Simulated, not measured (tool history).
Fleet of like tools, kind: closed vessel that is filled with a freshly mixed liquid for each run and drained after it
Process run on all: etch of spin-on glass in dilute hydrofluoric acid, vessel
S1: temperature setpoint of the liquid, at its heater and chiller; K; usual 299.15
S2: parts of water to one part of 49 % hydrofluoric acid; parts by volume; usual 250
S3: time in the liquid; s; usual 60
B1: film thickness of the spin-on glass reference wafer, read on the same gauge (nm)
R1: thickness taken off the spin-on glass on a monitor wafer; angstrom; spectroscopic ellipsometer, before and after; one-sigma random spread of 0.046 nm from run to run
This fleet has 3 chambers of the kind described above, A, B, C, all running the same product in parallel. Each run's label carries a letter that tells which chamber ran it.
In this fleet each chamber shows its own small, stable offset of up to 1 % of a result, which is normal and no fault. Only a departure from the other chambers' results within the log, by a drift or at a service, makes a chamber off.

run	day	S1	S2	S3	B1	R1
1A	0.3	299.15	250	60	80.013	127.55
2B	0.717	299.15	250	60	80.01	127.52
3C	1.025	299.15	250	60	79.962	127.72
4C	1.475	299.15	250	60	80.025	127.76
5B	1.967	299.15	250	60	79.956	127.11
6A	2.421	299.15	250	60	79.994	126.89
7A	2.671	299.15	250	60	79.988	126.98
8C	3.029	299.15	250	60	80.005	127.2
9B	3.321	299.15	250	60	80.021	127.89
10B	3.788	299.15	250	60	80.005	127.83
11C	4.05	299.15	250	60	79.957	127.89
12A	4.354	299.15	250	60	80.009	128.63
13C	4.758	299.15	250	60	79.979	127.31
14B	5.112	299.15	250	60	80.033	127.25
15A	5.496	299.15	250	60	80.001	128.72
16C	5.904	299.15	250	60	79.995	127.71
17A	6.171	296.65	205	60	80.032	151.46
18B	6.475	296.65	205	60	80.026	149.28
19C	6.929	296.65	205	60	79.98	148.92
20A	7.438	299.15	250	60	80.021	129.81
21B	7.754	299.15	250	60	79.96	126.91
22B	8.238	299.15	250	60	80.009	127.12
23C	8.479	299.15	250	60	79.994	128.16
24A	8.738	297.15	250	90	79.998	183.7
25B	9.217	297.15	250	90	79.982	178.2

Read the log: is a single chamber off, either drifting away or since a service, is the gauge that measures every chamber drifting, or is nothing wrong beyond small per-chamber offsets? Name any odd chamber and what most likely caused it.

It is chamber A that slowly wanders off from its peers.
What lies behind it: hydrofluoric acid flow above the setpoint (%) = 3.5.
Not necessarily distinguishable in this log from: liquid hotter than its thermometer reads (K).

Chamber A could run next with any of the 4 candidate recipes listed below; each alters the usual settings, and their results appear as question marks. Which one brings its results back in line with what the other chambers deliver on the usual settings?
In-line tolerance around the mean of the other chambers on the usual settings: R1 1.6 angstrom
26A-1	9.6	298.65	250	60		?
26A-2	9.6	300.15	250	60		?
26A-3	9.6	299.65	250	60		?
26A-4	9.6	298.15	250	60		?

On the usual settings, the other chambers give on average: R1 127.7 angstrom
run	R1
26A-1	129.86
26A-2	136.82
26A-3	134.5
26A-4	127.62
26A-4 is the one that brings the chamber's results back in line with the other chambers.
